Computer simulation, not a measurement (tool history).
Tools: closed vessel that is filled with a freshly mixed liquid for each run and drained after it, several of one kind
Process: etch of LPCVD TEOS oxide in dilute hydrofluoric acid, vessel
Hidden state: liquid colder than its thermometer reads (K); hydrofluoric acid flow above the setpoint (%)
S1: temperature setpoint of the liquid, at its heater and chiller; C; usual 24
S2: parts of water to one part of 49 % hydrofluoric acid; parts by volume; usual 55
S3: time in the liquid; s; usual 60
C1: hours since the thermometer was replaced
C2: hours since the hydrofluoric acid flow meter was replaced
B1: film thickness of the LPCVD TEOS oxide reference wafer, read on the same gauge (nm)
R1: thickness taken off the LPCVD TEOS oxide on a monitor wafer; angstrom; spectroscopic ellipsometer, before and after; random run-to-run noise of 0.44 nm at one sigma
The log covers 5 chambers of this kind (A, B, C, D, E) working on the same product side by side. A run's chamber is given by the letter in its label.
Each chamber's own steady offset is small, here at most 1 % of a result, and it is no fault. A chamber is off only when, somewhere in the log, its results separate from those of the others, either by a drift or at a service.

| run | day | S1 | S2 | S3 | C1 | C2 | B1 | R1 |
|---|---|---|---|---|---|---|---|---|
| 1B | 0.212 | 24 | 55 | 60 | 2180.6 | 345.4 | 89.993 | 501.48 |
| 2E | 0.421 | 24 | 55 | 60 | 654.7 | 42.4 | 89.993 | 505.07 |
| 3C | 0.612 | 24 | 55 | 60 | 1109.1 | 1537.3 | 89.971 | 503.99 |
| 4D | 0.862 | 24 | 55 | 60 | 1383.3 | 1281.9 | 90.023 | 503.84 |
| 5A | 1.125 | 24 | 70 | 60 | 426.0 | 39.1 | 90.037 | 392.13 |
| 6D | 1.362 | 24 | 70 | 60 | 1395.3 | 1293.9 | 89.976 | 396.67 |
| 7C | 1.608 | 24 | 70 | 60 | 1133.0 | 1561.2 | 89.993 | 387.79 |
| 8E | 1.908 | 24 | 70 | 60 | 690.4 | 78.1 | 90.011 | 385.10 |
| 9A | 2.125 | 24 | 70 | 60 | 450.0 | 63.1 | 89.999 | 380.69 |
| 10B | 2.383 | 24 | 55 | 60 | 2232.7 | 397.5 | 89.990 | 511.96 |
| 11A | 2.638 | 24 | 55 | 60 | 462.3 | 75.4 | 90.011 | 501.75 |
| 12D | 2.908 | 24 | 55 | 60 | 1432.4 | 1331.0 | 90.025 | 508.26 |
| 13B | 3.062 | 24 | 55 | 60 | 2249.0 | 413.8 | 90.000 | 495.01 |
| 14C | 3.262 | 24 | 55 | 60 | 1172.7 | 1600.9 | 89.973 | 508.82 |
| 15E | 3.496 | 24 | 55 | 75 | 728.5 | 116.2 | 89.974 | 631.49 |
| 16A | 3.658 | 24 | 55 | 75 | 486.8 | 99.9 | 90.006 | 627.53 |
| 17D | 3.850 | 24 | 55 | 75 | 1455.0 | 1353.6 | 90.008 | 630.91 |
| 18C | 4.154 | 24 | 55 | 75 | 1194.1 | 1622.3 | 90.015 | 633.28 |
| 19E | 4.408 | 24 | 55 | 75 | 750.4 | 138.1 | 90.032 | 620.49 |
| 20B | 4.646 | 24 | 70 | 30 | 2287.0 | 451.8 | 90.009 | 196.01 |
| 21B | 4.962 | 24 | 70 | 30 | 2294.6 | 459.4 | 90.010 | 193.25 |
| 22D | 5.258 | 24 | 70 | 30 | 1488.8 | 1387.4 | 89.969 | 196.55 |
| 23E | 5.567 | 24 | 70 | 30 | 778.2 | 165.9 | 90.013 | 192.05 |
|  | 5.762 | chamber B: hydrofluoric acid flow meter replaced |
| 24A | 5.792 | 24 | 70 | 30 | 538.0 | 151.1 | 90.008 | 196.14 |
| 25C | 6.129 | 24 | 55 | 60 | 1241.5 | 1669.7 | 89.962 | 502.63 |
| 26A | 6.358 | 24 | 55 | 60 | 551.6 | 164.7 | 90.033 | 511.61 |
| 27B | 6.583 | 24 | 55 | 60 | 2333.5 | 19.7 | 89.984 | 511.63 |
| 28D | 6.738 | 24 | 55 | 60 | 1524.3 | 1422.9 | 90.037 | 510.88 |
| 29E | 6.900 | 24 | 55 | 60 | 810.2 | 197.9 | 89.982 | 499.44 |
|  | 7.017 | chamber A: thermometer replaced |
|  | 7.208 | chamber B: thermometer replaced |
| 30C | 7.229 | 24 | 55 | 60 | 1267.9 | 1696.1 | 90.020 | 512.10 |
| 31B | 7.500 | 24 | 55 | 60 | 7.1 | 41.7 | 90.000 | 511.43 |
| 32C | 7.700 | 24 | 55 | 60 | 1279.2 | 1707.4 | 89.993 | 505.15 |
| 33D | 7.912 | 24 | 55 | 60 | 1552.5 | 1451.1 | 89.994 | 505.10 |
| 34A | 8.200 | 24 | 55 | 60 | 28.4 | 208.9 | 90.025 | 508.47 |
| 35E | 8.479 | 24 | 55 | 60 | 848.1 | 235.8 | 89.986 | 507.57 |
| 36B | 8.679 | 24 | 55 | 60 | 35.4 | 70.0 | 90.010 | 511.93 |

Next, every chamber runs the same settings. What will each give?
| 37A | 8.921 | 24 | 55 | 60 |  |  |  | ? |
| 37B | 8.921 | 24 | 55 | 60 |  |  |  | ? |
| 37C | 8.921 | 24 | 55 | 60 |  |  |  | ? |
| 37D | 8.921 | 24 | 55 | 60 |  |  |  | ? |
| 37E | 8.921 | 24 | 55 | 60 |  |  |  | ? |

| run | R1 |
|---|---|
| 37A | 507.50 |
| 37B | 507.33 |
| 37C | 505.53 |
| 37D | 499.32 |
| 37E | 505.87 |
